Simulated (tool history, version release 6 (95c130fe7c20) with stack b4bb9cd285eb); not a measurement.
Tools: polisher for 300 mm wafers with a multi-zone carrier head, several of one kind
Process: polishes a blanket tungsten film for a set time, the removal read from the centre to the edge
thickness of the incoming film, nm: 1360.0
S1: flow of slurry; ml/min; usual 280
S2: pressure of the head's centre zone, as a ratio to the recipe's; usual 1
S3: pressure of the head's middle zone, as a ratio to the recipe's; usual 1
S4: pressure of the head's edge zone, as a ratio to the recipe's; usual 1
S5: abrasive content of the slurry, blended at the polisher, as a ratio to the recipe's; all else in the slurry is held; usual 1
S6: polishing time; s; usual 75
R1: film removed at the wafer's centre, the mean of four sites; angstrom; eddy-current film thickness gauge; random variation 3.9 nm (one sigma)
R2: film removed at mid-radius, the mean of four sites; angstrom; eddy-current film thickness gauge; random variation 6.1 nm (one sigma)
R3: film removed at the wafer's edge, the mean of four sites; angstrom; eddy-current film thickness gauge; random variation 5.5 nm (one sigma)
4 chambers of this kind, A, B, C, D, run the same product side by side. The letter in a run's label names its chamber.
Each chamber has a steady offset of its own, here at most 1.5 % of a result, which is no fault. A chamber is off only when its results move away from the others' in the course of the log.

run	hour	S1	S2	S3	S4	S5	S6	R1	R2	R3
1C	3.7	280	1	1	1	1	75	4108.7	4014.3	4095.3
2B	7.2	280	1	1	1	1	75	4044.7	4076.7	4142.9
3D	10.4	280	1	1	1	1	75	4038.7	4227	4068.3
4A	12.9	280	1	1	1	1	75	4170.9	4154.5	4137.3
5A	15.6	280	1	1	1	1	75	4040.7	4137.5	4050
6C	17.9	280	1	1.07	1	1.1	75	4194.3	4449.2	4150.2
7B	21.3	280	1	1.07	1	1.1	75	4249.3	4373.8	4140
8D	23.9	280	1	1.07	1	1.1	75	4231	4414.8	4242.8
9A	26.1	280	1	1.07	1	1.1	75	4231.4	4317.1	4221.6
10B	29.7	280	1	1	1	1	75	4040.3	4010.1	4077.8
11C	33.8	280	1	1	1	1	75	4089.8	3937.5	4132.2
12D	38.9	280	1	1	1	1	75	4137.2	4100.2	4123.8
13D	41.8	280	1	1	1	1	75	4120.4	4077.8	4052.9
14A	46.8	280	1	1	1	1	75	4161.1	4056.3	4090.4
15C	49.6	280	1	1	1	1	75	4142.8	4129.6	4144.9
# hour 51.4: chamber D: worn pad replaced by a new one
16B	54.1	280	1.06	1	1	1	75	4275.6	3968.9	4084.8
17C	56.3	280	1.06	1	1	1	75	4388.4	4080.1	4125.4
18A	59	280	1.06	1	1	1	75	4432.5	4128.1	4122.7
# hour 61: chamber B: slurry nozzle cleaned
19B	62.5	280	1.06	1	1	1	75	4253	3931.1	3954.8
20D	67.2	280	1	1	1	1	75	4135.9	4145.1	4062.2
21D	70.9	280	1	1	1	1	75	4073.7	4106.4	4206
22B	73.6	280	1	1	1	1	75	3877.9	3841	3962
23C	77.4	280	1	1	1	1	75	4063.9	3963.9	4137.2
# hour 77.7: chamber C: edge zone pressure recalibrated
24A	82.5	280	1	1.09	1	1.25	75	4355.9	4645.4	4320.2
25B	87.7	280	1	1.09	1	1.25	75	4042.9	4385.1	4160.4
26A	90	280	1	1.09	1	1.25	75	4370.2	4661.9	4224.7
27D	93.5	280	1	1.09	1	1.25	75	4268.9	4703.7	4275.9
# hour 95.9: chamber D: slurry nozzle cleaned
28C	96.3	280	1	1	1	1	75	4031	4107.4	3994.9
29B	100.9	280	1	1	1	1	75	3787.5	3899.3	3821.6
30A	105.4	280	1	1	1	1	75	4149.1	4103.6	4094.3
# hour 107.6: chamber A: worn pad replaced by a new one
31D	109.6	280	1	1	1	1	75	4083.8	4064.7	4117.1
32C	113.1	280	1	1.04	1	1	66	3623.5	3698.9	3645
33C	117.7	280	1	1.04	1	1	66	3600	3693.6	3580.7
34A	122.4	280	1	1.04	1	1	66	3645.9	3702.6	3539.6
35D	126.5	280	1	1.04	1	1	66	3645.3	3673.5	3628
36B	129.9	280	1	1	1	1	75	3784.2	3742.6	3840.8
37B	134.4	280	1	1	1	1	75	3713.4	3746.4	3806.5
38A	137.6	280	1	1	1	1	75	4121.5	4098.5	4079.1
# hour 139.8: chamber C: slurry nozzle cleaned
39D	140.8	325	1	1.09	1	1	75	4130.2	4548.7	4219.1
40C	144.4	325	1	1.09	1	1	75	4232.5	4433.7	4084.6

Is one chamber off against the others, does the gauge drift, or is nothing wrong? If a chamber is off, say which, and what the likeliest cause is.

Chamber B drifts away from the others.
Cause: removal rate lost through wear of the pad, % = 8.89.

Here are 4 candidates for chamber B's next run, each the usual settings with a change, their results left as question marks. Which one brings its results back in line with what the others give on the usual settings?
In line means no further than this from the other chambers' mean on the usual settings: R1 140 angstrom; R2 210 angstrom; R3 190 angstrom
41B-1	148.1	275	0.99	0.99	1	1	68	?	?	?
41B-2	148.1	285	1.01	1.01	1	1	82	?	?	?
41B-3	148.1	280	1	1	1	1	72	?	?	?
41B-4	148.1	280	1	1	1	1	78	?	?	?

The other chambers' mean on the usual settings: R1 4101.5 angstrom; R2 4093.5 angstrom; R3 4099 angstrom
run	R1	R2	R3
41B-1	3318.4	3313.8	3388.7
41B-2	4107.8	4083.6	4096.7
41B-3	3560.3	3547.2	3592.6
41B-4	3857	3842.8	3892
41B-2 brings the chamber back in line.

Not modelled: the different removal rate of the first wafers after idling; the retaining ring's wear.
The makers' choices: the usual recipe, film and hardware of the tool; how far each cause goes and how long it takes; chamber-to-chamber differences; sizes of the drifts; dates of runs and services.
